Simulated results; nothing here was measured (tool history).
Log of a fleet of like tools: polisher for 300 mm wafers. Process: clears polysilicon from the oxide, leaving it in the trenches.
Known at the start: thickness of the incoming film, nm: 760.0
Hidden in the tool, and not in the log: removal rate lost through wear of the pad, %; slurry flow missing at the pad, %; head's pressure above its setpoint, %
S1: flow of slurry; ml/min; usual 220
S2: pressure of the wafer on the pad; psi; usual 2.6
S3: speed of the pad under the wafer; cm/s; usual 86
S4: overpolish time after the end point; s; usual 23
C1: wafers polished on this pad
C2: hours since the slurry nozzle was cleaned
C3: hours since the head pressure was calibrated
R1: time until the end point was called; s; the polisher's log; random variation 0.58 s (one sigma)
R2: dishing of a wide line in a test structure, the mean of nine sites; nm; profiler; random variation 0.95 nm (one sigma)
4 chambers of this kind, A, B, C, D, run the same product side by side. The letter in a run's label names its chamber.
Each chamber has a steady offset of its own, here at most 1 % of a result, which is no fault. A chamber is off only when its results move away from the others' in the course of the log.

{"hour": 1.9, "done": "chamber C: worn pad replaced by a new one"}
{"run": "1C", "hour": 8.0, "S1": 220, "S2": 2.6, "S3": 86, "S4": 23, "C1": 38, "C2": 172.8, "C3": 143.1, "R1": 69.265, "R2": 59.344}
{"run": "2A", "hour": 18.3, "S1": 220, "S2": 2.6, "S3": 86, "S4": 23, "C1": 881, "C2": 314.3, "C3": 204.8, "R1": 70.401, "R2": 57.537}
{"run": "3B", "hour": 29.0, "S1": 220, "S2": 2.6, "S3": 86, "S4": 23, "C1": 666, "C2": 330.9, "C3": 341.5, "R1": 68.997, "R2": 58.212}
{"run": "4D", "hour": 36.6, "S1": 220, "S2": 2.6, "S3": 86, "S4": 23, "C1": 621, "C2": 582.8, "C3": 297.8, "R1": 70.924, "R2": 59.651}
{"hour": 40.5, "done": "chamber A: worn pad replaced by a new one"}
{"run": "5C", "hour": 42.2, "S1": 220, "S2": 2.6, "S3": 86, "S4": 23, "C1": 247, "C2": 207, "C3": 177.3, "R1": 70.071, "R2": 57.521}
{"run": "6B", "hour": 50.3, "S1": 220, "S2": 2.6, "S3": 86, "S4": 23, "C1": 796, "C2": 352.2, "C3": 362.8, "R1": 69.231, "R2": 59.588}
{"run": "7A", "hour": 60.4, "S1": 220, "S2": 3.1, "S3": 86, "S4": 29, "C1": 122, "C2": 356.4, "C3": 246.9, "R1": 58.871, "R2": 58.846}
{"run": "8D", "hour": 69.0, "S1": 220, "S2": 3.1, "S3": 86, "S4": 29, "C1": 820, "C2": 615.2, "C3": 330.2, "R1": 59.032, "R2": 58.88}
{"hour": 78.4, "done": "chamber A: slurry nozzle cleaned"}
{"run": "9A", "hour": 80.5, "S1": 220, "S2": 3.1, "S3": 86, "S4": 29, "C1": 246, "C2": 2.1, "C3": 267, "R1": 58.201, "R2": 56.895}
{"run": "10D", "hour": 91.6, "S1": 220, "S2": 3.1, "S3": 86, "S4": 29, "C1": 959, "C2": 637.8, "C3": 352.8, "R1": 58.935, "R2": 57.753}
{"run": "11B", "hour": 97.3, "S1": 220, "S2": 2.6, "S3": 86, "S4": 23, "C1": 1085, "C2": 399.2, "C3": 409.8, "R1": 68.088, "R2": 59.948}
{"run": "12C", "hour": 107.4, "S1": 220, "S2": 2.6, "S3": 86, "S4": 23, "C1": 648, "C2": 272.2, "C3": 242.5, "R1": 70.59, "R2": 55.98}
{"run": "13B", "hour": 116.8, "S1": 220, "S2": 2.6, "S3": 86, "S4": 23, "C1": 1205, "C2": 418.7, "C3": 429.3, "R1": 68.72, "R2": 60.332}
{"run": "14C", "hour": 125.9, "S1": 220, "S2": 2.6, "S3": 86, "S4": 23, "C1": 761, "C2": 290.7, "C3": 261, "R1": 69.893, "R2": 56.576}
{"run": "15D", "hour": 131.8, "S1": 220, "S2": 2.6, "S3": 86, "S4": 14, "C1": 1205, "C2": 678, "C3": 393, "R1": 69.587, "R2": 52.558}
{"run": "16A", "hour": 138.0, "S1": 220, "S2": 2.6, "S3": 86, "S4": 14, "C1": 599, "C2": 59.6, "C3": 324.5, "R1": 69.193, "R2": 55.156}
{"run": "17B", "hour": 145.5, "S1": 220, "S2": 2.6, "S3": 86, "S4": 14, "C1": 1381, "C2": 447.4, "C3": 458, "R1": 68.938, "R2": 52.937}
{"hour": 148.0, "done": "chamber B: worn pad replaced by a new one"}
{"run": "18C", "hour": 154.8, "S1": 220, "S2": 2.6, "S3": 86, "S4": 14, "C1": 939, "C2": 319.6, "C3": 289.9, "R1": 69.752, "R2": 54.177}
{"run": "19A", "hour": 163.7, "S1": 220, "S2": 2.6, "S3": 86, "S4": 23, "C1": 756, "C2": 85.3, "C3": 350.2, "R1": 71.056, "R2": 57.372}
{"run": "20D", "hour": 174.7, "S1": 220, "S2": 2.6, "S3": 86, "S4": 23, "C1": 1469, "C2": 720.9, "C3": 435.9, "R1": 71.404, "R2": 59.36}
{"run": "21C", "hour": 184.6, "S1": 220, "S2": 2.6, "S3": 86, "S4": 23, "C1": 1122, "C2": 349.4, "C3": 319.7, "R1": 69.754, "R2": 58.381}
{"hour": 186.4, "done": "chamber B: head pressure recalibrated"}
{"run": "22B", "hour": 193.2, "S1": 220, "S2": 1.9, "S3": 86, "S4": 12, "C1": 277, "C2": 495.1, "C3": 6.8, "R1": 94.736, "R2": 46.495}
{"hour": 199.6, "done": "chamber A: worn pad replaced by a new one"}
{"run": "23A", "hour": 200.5, "S1": 220, "S2": 1.9, "S3": 86, "S4": 12, "C1": 5, "C2": 122.1, "C3": 387, "R1": 95.412, "R2": 46.628}
{"hour": 206.0, "done": "chamber C: head pressure recalibrated"}
{"run": "24D", "hour": 209.2, "S1": 220, "S2": 1.9, "S3": 86, "S4": 12, "C1": 1681, "C2": 755.4, "C3": 470.4, "R1": 98.394, "R2": 46.165}
{"hour": 211.6, "done": "chamber C: worn pad replaced by a new one"}
{"run": "25B", "hour": 215.6, "S1": 220, "S2": 1.9, "S3": 86, "S4": 12, "C1": 415, "C2": 517.5, "C3": 29.2, "R1": 94.51, "R2": 46.727}
{"run": "26A", "hour": 221.3, "S1": 220, "S2": 2.6, "S3": 86, "S4": 23, "C1": 133, "C2": 142.9, "C3": 407.8, "R1": 70.955, "R2": 56.643}
{"run": "27C", "hour": 227.3, "S1": 220, "S2": 2.6, "S3": 86, "S4": 23, "C1": 96, "C2": 392.1, "C3": 21.3, "R1": 69.171, "R2": 57.399}
{"run": "28D", "hour": 239.0, "S1": 220, "S2": 2.6, "S3": 86, "S4": 23, "C1": 1863, "C2": 785.2, "C3": 500.2, "R1": 72.178, "R2": 56.638}
{"run": "29B", "hour": 246.6, "S1": 220, "S2": 2.6, "S3": 86, "S4": 23, "C1": 605, "C2": 548.5, "C3": 60.2, "R1": 68.342, "R2": 57.346}
{"run": "30D", "hour": 257.9, "S1": 220, "S2": 2.6, "S3": 86, "S4": 23, "C1": 1979, "C2": 804.1, "C3": 519.1, "R1": 72.831, "R2": 57.73}
{"run": "31A", "hour": 264.0, "S1": 220, "S2": 2.6, "S3": 86, "S4": 23, "C1": 395, "C2": 185.6, "C3": 450.5, "R1": 70.246, "R2": 57.12}
{"run": "32C", "hour": 270.0, "S1": 220, "S2": 2.6, "S3": 86, "S4": 23, "C1": 358, "C2": 434.8, "C3": 64, "R1": 70.011, "R2": 57.799}
{"run": "33A", "hour": 277.7, "S1": 220, "S2": 2.6, "S3": 86, "S4": 23, "C1": 479, "C2": 199.3, "C3": 464.2, "R1": 70.956, "R2": 58.05}
{"run": "34B", "hour": 286.7, "S1": 220, "S2": 2.6, "S3": 86, "S4": 23, "C1": 851, "C2": 588.6, "C3": 100.3, "R1": 68.629, "R2": 57.645}
{"hour": 296.9, "done": "chamber B: slurry nozzle cleaned"}
{"run": "35C", "hour": 297.1, "S1": 220, "S2": 2.6, "S3": 100, "S4": 18, "C1": 525, "C2": 461.9, "C3": 91.1, "R1": 60.539, "R2": 57.841}
{"hour": 300.5, "done": "chamber D: slurry nozzle cleaned"}
{"run": "36D", "hour": 305.4, "S1": 220, "S2": 2.6, "S3": 100, "S4": 18, "C1": 2271, "C2": 4.9, "C3": 566.6, "R1": 62.316, "R2": 56.745}
{"run": "37B", "hour": 317.5, "S1": 220, "S2": 2.6, "S3": 100, "S4": 18, "C1": 1041, "C2": 20.6, "C3": 131.1, "R1": 58.999, "R2": 57.235}
{"run": "38A", "hour": 327.3, "S1": 220, "S2": 2.6, "S3": 100, "S4": 18, "C1": 783, "C2": 248.9, "C3": 513.8, "R1": 59.98, "R2": 58.385}
{"run": "39D", "hour": 337.6, "S1": 220, "S2": 2.6, "S3": 86, "S4": 23, "C1": 2469, "C2": 37.1, "C3": 598.8, "R1": 74.081, "R2": 57.938}
{"run": "40C", "hour": 344.0, "S1": 220, "S2": 2.6, "S3": 86, "S4": 23, "C1": 813, "C2": 508.8, "C3": 138, "R1": 70.035, "R2": 58.042}
{"run": "41B", "hour": 352.5, "S1": 220, "S2": 2.6, "S3": 60, "S4": 23, "C1": 1255, "C2": 55.6, "C3": 166.1, "R1": 98.144, "R2": 54.344}
{"run": "42A", "hour": 361.1, "S1": 220, "S2": 2.6, "S3": 60, "S4": 23, "C1": 991, "C2": 282.7, "C3": 547.6, "R1": 99.3, "R2": 55.648}
{"run": "43D", "hour": 367.9, "S1": 220, "S2": 2.6, "S3": 60, "S4": 23, "C1": 2655, "C2": 67.4, "C3": 629.1, "R1": 107.4, "R2": 55.127}

What goes on in this fleet: one chamber off, a drifting gauge, or nothing beyond the chambers' own small offsets? Name the chamber and the cause, if any.

Chamber D drifts away from the others.
Cause: removal rate lost through wear of the pad, % = 6.63.
The log may not tell that from: head's pressure below its setpoint, %.

Here are 4 candidates for chamber D's next run, each the usual settings with a change, their results left as question marks. Which one brings its results back in line with what the others give on the usual settings?
In line means no further than this from the other chambers' mean on the usual settings: R1 2 s; R2 3.3 nm
{"run": "44D-1", "hour": 377.1, "S1": 220, "S2": 2.7, "S3": 90, "S4": 20, "R1": "?", "R2": "?"}
{"run": "44D-2", "hour": 377.1, "S1": 220, "S2": 2.5, "S3": 82, "S4": 26, "R1": "?", "R2": "?"}
{"run": "44D-3", "hour": 377.1, "S1": 220, "S2": 2.6, "S3": 88, "S4": 22, "R1": "?", "R2": "?"}
{"run": "44D-4", "hour": 377.1, "S1": 220, "S2": 2.6, "S3": 84, "S4": 24, "R1": "?", "R2": "?"}

The other chambers' mean on the usual settings: R1 69.748 s; R2 57.541 nm
run=44D-1 R1=69.232 R2=57.128
run=44D-2 R1=82.08 R2=57.546
run=44D-3 R1=73.553 R2=57.299
run=44D-4 R1=77.018 R2=57.479
44D-1 brings the chamber back in line.
